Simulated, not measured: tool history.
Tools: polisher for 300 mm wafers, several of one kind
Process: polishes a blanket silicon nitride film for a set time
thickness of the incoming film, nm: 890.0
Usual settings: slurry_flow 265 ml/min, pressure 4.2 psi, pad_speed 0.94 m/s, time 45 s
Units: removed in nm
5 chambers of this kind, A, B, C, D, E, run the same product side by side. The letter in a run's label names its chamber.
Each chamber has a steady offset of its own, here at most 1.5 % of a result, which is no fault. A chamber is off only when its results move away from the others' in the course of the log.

Run 1D, hour 10.6: usual settings. Result: removed 94.494 nm.
Run 2B, hour 17: usual settings. Result: removed 95.896 nm.
At hour 19.3: chamber D: worn pad replaced by a new one.
Run 3E, hour 23.1: usual settings. Result: removed 94.707 nm.
At hour 30.1: chamber C: head pressure recalibrated.
Run 4A, hour 34.2: usual settings. Result: removed 95.074 nm.
At hour 35.3: chamber E: worn pad replaced by a new one.
Run 5C, hour 45.8: usual settings. Result: removed 93.634 nm.
At hour 48.2: chamber E: slurry nozzle cleaned.
Run 6A, hour 57.5: usual settings. Result: removed 94.657 nm.
At hour 63.4: chamber B: worn pad replaced by a new one.
Run 7E, hour 63.9: usual settings but pad_speed 0.64 m/s. Result: removed 69.528 nm.
Run 8C, hour 73.2: usual settings but pad_speed 0.64 m/s. Result: removed 69.96 nm.
Run 9D, hour 80.5: usual settings but pad_speed 0.64 m/s. Result: removed 69.711 nm.
Run 10B, hour 87.2: usual settings but pad_speed 0.64 m/s. Result: removed 68.637 nm.
At hour 93.6: chamber B: head pressure recalibrated.
Run 11C, hour 97.8: usual settings but pad_speed 0.64 m/s. Result: removed 68.806 nm.
At hour 107.8: chamber A: worn pad replaced by a new one.
Run 12E, hour 108.8: usual settings. Result: removed 94.618 nm.
Run 13A, hour 120.6: usual settings but slurry_flow 335 ml/min, time 51 s. Result: removed 108.19 nm.
Run 14D, hour 128.8: usual settings but slurry_flow 335 ml/min, time 51 s. Result: removed 108.93 nm.
Run 15B, hour 137.7: usual settings but slurry_flow 335 ml/min, time 51 s. Result: removed 110.94 nm.
At hour 145.6: chamber D: worn pad replaced by a new one.
Run 16D, hour 148.8: usual settings but slurry_flow 335 ml/min, time 51 s. Result: removed 108.09 nm.
Run 17B, hour 154.9: usual settings but slurry_flow 335 ml/min, time 51 s. Result: removed 110.03 nm.
At hour 162.1: chamber E: worn pad replaced by a new one.
Run 18E, hour 165.6: usual settings. Result: removed 93.036 nm.
Run 19C, hour 176.1: usual settings. Result: removed 92.069 nm.
At hour 178.4: chamber B: worn pad replaced by a new one.
Run 20A, hour 187.2: usual settings. Result: removed 92.959 nm.
Run 21C, hour 195.5: usual settings. Result: removed 90.638 nm.
Run 22D, hour 207.6: usual settings. Result: removed 93.717 nm.
At hour 212.3: chamber B: slurry nozzle cleaned.
Run 23B, hour 214.6: usual settings. Result: removed 96.36 nm.
At hour 216.7: chamber D: head pressure recalibrated.
Run 24A, hour 221.6: usual settings. Result: removed 94.47 nm.
Run 25E, hour 232.4: usual settings. Result: removed 93.959 nm.
Run 26C, hour 241.8: usual settings but pressure 3 psi. Result: removed 63.801 nm.
At hour 245.5: chamber A: worn pad replaced by a new one.
Run 27E, hour 249.3: usual settings but pressure 3 psi. Result: removed 66.217 nm.
Run 28D, hour 260.3: usual settings but pressure 3 psi. Result: removed 66.884 nm.
At hour 260.5: chamber E: slurry nozzle cleaned.
At hour 267.5: chamber D: worn pad replaced by a new one.
Run 29B, hour 271.1: usual settings but pressure 3 psi. Result: removed 66.715 nm.
Run 30A, hour 278.4: usual settings but pressure 3 psi. Result: removed 67.414 nm.
Run 31A, hour 287.7: usual settings. Result: removed 93.008 nm.
At hour 298: chamber E: worn pad replaced by a new one.
Run 32C, hour 298.6: usual settings. Result: removed 84.802 nm.
Run 33E, hour 306.4: usual settings. Result: removed 93.399 nm.
At hour 309.6: chamber B: worn pad replaced by a new one.
Run 34B, hour 317.9: usual settings. Result: removed 94.229 nm.
Run 35D, hour 326.1: usual settings. Result: removed 94.104 nm.
Run 36D, hour 336.2: usual settings. Result: removed 95.248 nm.
Run 37C, hour 347.2: usual settings. Result: removed 82.843 nm.

All 5 chambers run these settings next. Forecast each chamber's results:
Run 38A, hour 356: usual settings but pressure 3.3 psi. Result: removed ?.
Run 38B, hour 356: usual settings but pressure 3.3 psi. Result: removed ?.
Run 38C, hour 356: usual settings but pressure 3.3 psi. Result: removed ?.
Run 38D, hour 356: usual settings but pressure 3.3 psi. Result: removed ?.
Run 38E, hour 356: usual settings but pressure 3.3 psi. Result: removed ?.

run  removed
38A   73.888
38B   74.957
38C   64.373
38D   74.064
38E   73.712
